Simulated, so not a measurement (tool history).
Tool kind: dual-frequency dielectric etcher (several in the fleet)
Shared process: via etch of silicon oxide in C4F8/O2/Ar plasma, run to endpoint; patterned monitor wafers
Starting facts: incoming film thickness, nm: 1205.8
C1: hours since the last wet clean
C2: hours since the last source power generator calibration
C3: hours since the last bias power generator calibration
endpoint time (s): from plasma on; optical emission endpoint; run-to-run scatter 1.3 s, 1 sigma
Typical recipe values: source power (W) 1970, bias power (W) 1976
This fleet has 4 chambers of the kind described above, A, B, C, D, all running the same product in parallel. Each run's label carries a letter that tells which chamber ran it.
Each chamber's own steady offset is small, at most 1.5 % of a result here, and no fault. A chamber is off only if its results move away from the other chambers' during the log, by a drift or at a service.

run 1D day=0.242 | source_power_(W)=1970 bias_power_(W)=1976 | C1=126.4 C2=4557.2 C3=652.4 | endpoint_time_(s)=241.07
run 2C day=0.625 | source_power_(W)=1970 bias_power_(W)=1976 | C1=284.2 C2=1029.7 C3=3414.5 | endpoint_time_(s)=241.05
run 3B day=1.083 | source_power_(W)=1970 bias_power_(W)=1976 | C1=452.4 C2=192.1 C3=1312.6 | endpoint_time_(s)=237.19
-- day=1.421 chamber A: wet clean of the chamber
run 4A day=1.421 | source_power_(W)=1970 bias_power_(W)=1976 | C1=0.1 C2=1241 C3=2233.6 | endpoint_time_(s)=239.3
run 5A day=1.817 | source_power_(W)=1970 bias_power_(W)=1976 | C1=9.6 C2=1250.5 C3=2243.1 | endpoint_time_(s)=238.47
run 6B day=2.054 | source_power_(W)=1970 bias_power_(W)=1976 | C1=475.7 C2=215.4 C3=1335.9 | endpoint_time_(s)=239.43
run 7D day=2.258 | source_power_(W)=1970 bias_power_(W)=1976 | C1=174.8 C2=4605.6 C3=700.8 | endpoint_time_(s)=242.54
run 8C day=2.617 | source_power_(W)=1970 bias_power_(W)=1976 | C1=332 C2=1077.5 C3=3462.3 | endpoint_time_(s)=242.3
run 9B day=2.942 | source_power_(W)=1970 bias_power_(W)=1976 | C1=497 C2=236.7 C3=1357.2 | endpoint_time_(s)=236.44
run 10C day=3.204 | source_power_(W)=1970 bias_power_(W)=1976 | C1=346.1 C2=1091.6 C3=3476.4 | endpoint_time_(s)=240.95
run 11A day=3.604 | source_power_(W)=1970 bias_power_(W)=1976 | C1=52.5 C2=1293.4 C3=2286 | endpoint_time_(s)=239.64
run 12D day=3.871 | source_power_(W)=1970 bias_power_(W)=1976 | C1=213.5 C2=4644.3 C3=739.5 | endpoint_time_(s)=245.43
run 13B day=4.121 | source_power_(W)=1970 bias_power_(W)=1976 | C1=525.3 C2=265 C3=1385.5 | endpoint_time_(s)=234.6
run 14A day=4.525 | source_power_(W)=1970 bias_power_(W)=1976 | C1=74.6 C2=1315.5 C3=2308.1 | endpoint_time_(s)=239.26
-- day=4.529 chamber B: wet clean of the chamber
run 15D day=4.879 | source_power_(W)=1970 bias_power_(W)=1976 | C1=237.7 C2=4668.5 C3=763.7 | endpoint_time_(s)=248.05
run 16C day=5.296 | source_power_(W)=1970 bias_power_(W)=1976 | C1=396.3 C2=1141.8 C3=3526.6 | endpoint_time_(s)=241.1
run 17C day=5.75 | source_power_(W)=1730 bias_power_(W)=2414 | C1=407.2 C2=1152.7 C3=3537.5 | endpoint_time_(s)=240.3
run 18A day=6.021 | source_power_(W)=1730 bias_power_(W)=2414 | C1=110.5 C2=1351.4 C3=2344 | endpoint_time_(s)=237.47
run 19D day=6.288 | source_power_(W)=1730 bias_power_(W)=2414 | C1=271.5 C2=4702.3 C3=797.5 | endpoint_time_(s)=246.34
run 20B day=6.508 | source_power_(W)=1730 bias_power_(W)=2414 | C1=47.6 C2=322.3 C3=1442.8 | endpoint_time_(s)=235.31
run 21C day=6.892 | source_power_(W)=1970 bias_power_(W)=1976 | C1=434.6 C2=1180.1 C3=3564.9 | endpoint_time_(s)=244.07
run 22A day=7.279 | source_power_(W)=1970 bias_power_(W)=1976 | C1=140.7 C2=1381.6 C3=2374.2 | endpoint_time_(s)=239.35
run 23D day=7.575 | source_power_(W)=1970 bias_power_(W)=1976 | C1=302.4 C2=4733.2 C3=828.4 | endpoint_time_(s)=251.91
run 24B day=7.9 | source_power_(W)=1970 bias_power_(W)=1976 | C1=81 C2=355.7 C3=1476.2 | endpoint_time_(s)=235.01
run 25B day=8.167 | source_power_(W)=2440 bias_power_(W)=2259 | C1=87.4 C2=362.1 C3=1482.6 | endpoint_time_(s)=209.1
run 26A day=8.608 | source_power_(W)=2440 bias_power_(W)=2259 | C1=172.6 C2=1413.5 C3=2406.1 | endpoint_time_(s)=211.14
run 27D day=9.017 | source_power_(W)=2440 bias_power_(W)=2259 | C1=337 C2=4767.8 C3=863 | endpoint_time_(s)=221.99

Which is it: a chamber that has drifted or been left off by a service, a gauge drift common to all chambers, or only each chamber's usual small offset? If a chamber is off, name it and its likeliest cause.

Chamber D drifts away from the others.
Cause: etch rate under this chamber's usual, % = 5.44.

Chamber D could run next with any of the 4 candidate recipes listed below; each alters the usual settings, and their results appear as question marks. Which one brings its results back in line with what the other chambers deliver on the usual settings?
To be in line, a result may differ from the other chambers' mean on the usual settings by at most: endpoint time (s) 4.5
run 28D-1 day=9.354 | source_power_(W)=2550 bias_power_(W)=1976 | endpoint_time_(s)=?
run 28D-2 day=9.354 | source_power_(W)=1660 bias_power_(W)=1747 | endpoint_time_(s)=?
run 28D-3 day=9.354 | source_power_(W)=1780 bias_power_(W)=1837 | endpoint_time_(s)=?
run 28D-4 day=9.354 | source_power_(W)=2260 bias_power_(W)=1976 | endpoint_time_(s)=?

Average result of the remaining chambers running the usual settings: endpoint time (s) 239.75
run=28D-1 endpoint_time_(s)=229.45
run=28D-2 endpoint_time_(s)=282.22
run=28D-3 endpoint_time_(s)=270.53
run=28D-4 endpoint_time_(s)=240.82
The right change is 28D-4: it brings the chamber back within the allowed miss of the others.

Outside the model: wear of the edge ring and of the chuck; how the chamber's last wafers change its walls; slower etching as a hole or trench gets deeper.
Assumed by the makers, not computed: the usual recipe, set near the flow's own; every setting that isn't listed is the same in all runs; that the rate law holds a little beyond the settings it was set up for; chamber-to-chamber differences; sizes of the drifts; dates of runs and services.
